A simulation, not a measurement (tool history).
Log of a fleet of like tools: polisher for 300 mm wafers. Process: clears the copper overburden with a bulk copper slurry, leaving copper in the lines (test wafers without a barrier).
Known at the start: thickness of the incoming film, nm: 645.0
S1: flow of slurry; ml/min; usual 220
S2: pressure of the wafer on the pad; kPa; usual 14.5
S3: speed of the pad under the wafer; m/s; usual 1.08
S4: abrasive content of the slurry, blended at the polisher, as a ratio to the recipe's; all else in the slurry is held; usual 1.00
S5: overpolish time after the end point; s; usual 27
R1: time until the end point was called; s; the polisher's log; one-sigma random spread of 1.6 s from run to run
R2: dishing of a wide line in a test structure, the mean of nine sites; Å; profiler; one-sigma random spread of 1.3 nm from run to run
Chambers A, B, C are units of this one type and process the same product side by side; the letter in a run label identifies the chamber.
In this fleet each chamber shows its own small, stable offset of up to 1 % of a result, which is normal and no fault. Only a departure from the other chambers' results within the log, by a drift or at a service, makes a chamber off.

run,hour,S1,S2,S3,S4,S5,R1,R2
# hour 7.3: chamber B: slurry blender recalibrated
1A,8.0,220,14.5,1.08,1.00,27,84.469,947.11
2C,15.7,220,14.5,1.08,1.00,27,86.649,940.33
3B,23.3,220,14.5,1.08,1.00,27,85.872,955.05
4A,29.8,220,14.5,1.08,1.00,27,88.334,925.90
5C,36.0,220,12.4,1.08,1.00,27,102.820,824.93
6B,44.9,220,12.4,1.08,1.00,27,98.652,854.35
7B,50.9,220,12.4,1.08,1.00,27,99.685,845.89
# hour 53.5: chamber C: slurry blender recalibrated
8C,62.4,220,14.5,1.08,1.00,27,85.185,923.98
9A,73.1,220,14.5,1.08,1.15,42,82.524,1131.90
10B,78.7,220,14.5,1.08,1.15,42,83.742,1139.60
11A,85.9,220,14.5,1.08,1.15,42,83.116,1166.30
12C,93.4,220,14.5,1.08,1.00,27,86.372,938.31
# hour 98.6: chamber A: worn pad replaced by a new one
13C,99.7,220,14.5,1.08,1.00,27,89.154,953.81
14A,105.3,220,14.5,1.08,1.00,27,82.347,938.28
# hour 112.8: chamber B: worn pad replaced by a new one
15B,113.2,220,14.5,0.94,1.00,27,95.777,885.04
# hour 120.4: chamber C: worn pad replaced by a new one
16C,121.6,220,14.5,0.94,1.00,27,101.300,850.38
17A,128.7,220,14.5,0.94,1.00,27,101.190,856.79
18B,138.7,220,12.4,1.08,1.25,27,95.566,869.46
19B,144.4,220,12.4,1.08,1.25,27,94.625,853.31
20C,154.6,220,12.4,1.08,1.25,27,96.554,842.16
21A,164.0,220,14.5,1.08,1.00,27,87.411,947.24

Which is it: a chamber that has drifted or been left off by a service, a gauge drift common to all chambers, or only each chamber's usual small offset? If a chamber is off, name it and its likeliest cause.

No chamber stands off beyond its own small offset, and the gauge holds steady.
